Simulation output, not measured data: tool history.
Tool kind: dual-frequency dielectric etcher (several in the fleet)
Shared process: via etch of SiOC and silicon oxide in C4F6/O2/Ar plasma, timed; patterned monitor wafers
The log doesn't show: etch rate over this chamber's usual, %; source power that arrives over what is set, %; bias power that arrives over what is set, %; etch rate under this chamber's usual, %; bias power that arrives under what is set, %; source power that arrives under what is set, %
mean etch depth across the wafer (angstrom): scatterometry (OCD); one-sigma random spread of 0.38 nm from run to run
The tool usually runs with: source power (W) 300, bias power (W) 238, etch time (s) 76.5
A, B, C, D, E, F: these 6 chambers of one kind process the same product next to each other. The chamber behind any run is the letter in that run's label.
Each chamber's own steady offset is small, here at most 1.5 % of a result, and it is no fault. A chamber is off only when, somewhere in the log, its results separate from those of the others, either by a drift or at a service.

run	day	source power (W)	bias power (W)	etch time (s)	hours since the last wet clean	hours since the last source power generator calibration	hours since the last bias power generator calibration	read-back reference wafer on the same gauge, depth_nm	mean etch depth across the wafer (angstrom)
1E	0.588	300	238	76.5	31.7	446.6	1979.5	92.420	859.91
2D	1.104	300	238	76.5	206.5	329.8	2239.7	92.460	852.58
3A	1.729	300	238	76.5	457.8	422.8	205.3	92.532	852.07
4B	2.262	300	238	76.5	216.0	1266.3	492.8	92.551	851.90
5F	2.750	300	238	76.5	292.7	1611.0	1798.2	92.363	854.00
6C	3.104	300	238	76.5	190.4	233.1	3444.1	92.615	834.89
7D	3.554	300	238	76.5	265.3	388.6	2298.5	92.638	858.10
8A	4.096	300	238	88.0	514.6	479.6	262.1	92.515	979.37
9C	4.638	300	238	88.0	227.2	269.9	3480.9	92.424	971.08
10B	5.083	300	238	88.0	283.7	1334.0	560.5	92.492	971.48
11F	5.604	300	238	88.0	361.2	1679.5	1866.7	92.560	991.15
12E	6.083	300	238	88.0	163.6	578.5	2111.4	92.444	985.01
13A	6.450	300	238	88.0	571.1	536.1	318.6	92.450	984.12
14F	6.892	300	238	76.5	392.1	1710.4	1897.6	92.489	861.85
# day 7.042: chamber A: wet clean of the chamber
15C	7.383	300	238	76.5	293.1	335.8	3546.8	92.412	844.38
# day 7.438: chamber F: source power generator calibrated
16B	8.004	300	238	76.5	353.8	1404.1	630.6	92.534	837.36
17E	8.442	260	238	90.0	220.2	635.1	2168.0	92.522	950.84
18D	9.008	260	238	90.0	396.2	519.5	2429.4	92.536	958.73
19A	9.458	260	238	90.0	58.0	608.3	390.8	92.612	948.87
20B	9.942	260	238	90.0	400.3	1450.6	677.1	92.520	938.15
21D	10.383	260	238	90.0	429.2	552.5	2462.4	92.581	944.18
22C	10.788	260	238	90.0	374.8	417.5	3628.5	92.387	936.44
23E	11.092	300	238	76.5	283.8	698.7	2231.6	92.430	850.09
24F	11.725	300	238	76.5	508.1	102.9	2013.6	92.452	858.45
# day 11.942: chamber F: wet clean of the chamber
25E	12.217	300	238	76.5	310.8	725.7	2258.6	92.564	858.12
26B	12.646	300	238	76.5	465.2	1515.5	742.0	92.520	825.48
27C	13.150	300	238	91.0	431.5	474.2	3685.2	92.494	1001.90
# day 13.300: chamber D: wet clean of the chamber
28A	13.567	300	238	91.0	156.6	706.9	489.4	92.478	1015.20
29D	14.033	300	238	91.0	17.6	640.1	2550.0	92.532	1004.30
30F	14.588	300	238	91.0	63.6	171.6	2082.3	92.574	1016.10
31F	14.946	300	238	91.0	72.2	180.2	2090.9	92.559	1032.00
32E	15.575	300	238	91.0	391.4	806.3	2339.2	92.579	1017.40
# day 15.892: chamber B: source power generator calibrated
33A	16.025	300	206	97.5	215.6	765.9	548.4	92.549	1030.50
34C	16.533	300	206	97.5	512.7	555.4	3766.4	92.491	1023.20
35D	16.929	300	206	97.5	87.1	709.6	2619.5	92.553	1030.20
36B	17.283	300	206	97.5	576.5	33.4	853.3	92.491	988.19

Does one chamber stand apart from the rest, does the shared gauge drift, or is all well apart from small per-chamber offsets? Give the chamber and the most likely cause, where there is one.

Little by little, chamber B moves away from the other chambers.
Most likely cause: etch rate under this chamber's usual, % = 3.45.

Below are 4 candidate recipes for chamber B's next run, each the usual settings with a change, their results shown as question marks. Which of them brings B's results back in line with what the other chambers give on the usual settings?
In line means no further than this from the other chambers' mean on the usual settings: mean etch depth across the wafer (angstrom) 13.00
37B-1	17.738	290	238	71.5					?
37B-2	17.738	310	242	81.0					?
37B-3	17.738	280	226	76.5					?
37B-4	17.738	300	238	79.5					?

Mean of the other chambers on the usual settings: mean etch depth across the wafer (angstrom) 852.03
run	mean etch depth across the wafer (angstrom)
37B-1	753.57
37B-2	880.29
37B-3	781.62
37B-4	848.55
With 37B-4, the chamber falls back in line with the rest.

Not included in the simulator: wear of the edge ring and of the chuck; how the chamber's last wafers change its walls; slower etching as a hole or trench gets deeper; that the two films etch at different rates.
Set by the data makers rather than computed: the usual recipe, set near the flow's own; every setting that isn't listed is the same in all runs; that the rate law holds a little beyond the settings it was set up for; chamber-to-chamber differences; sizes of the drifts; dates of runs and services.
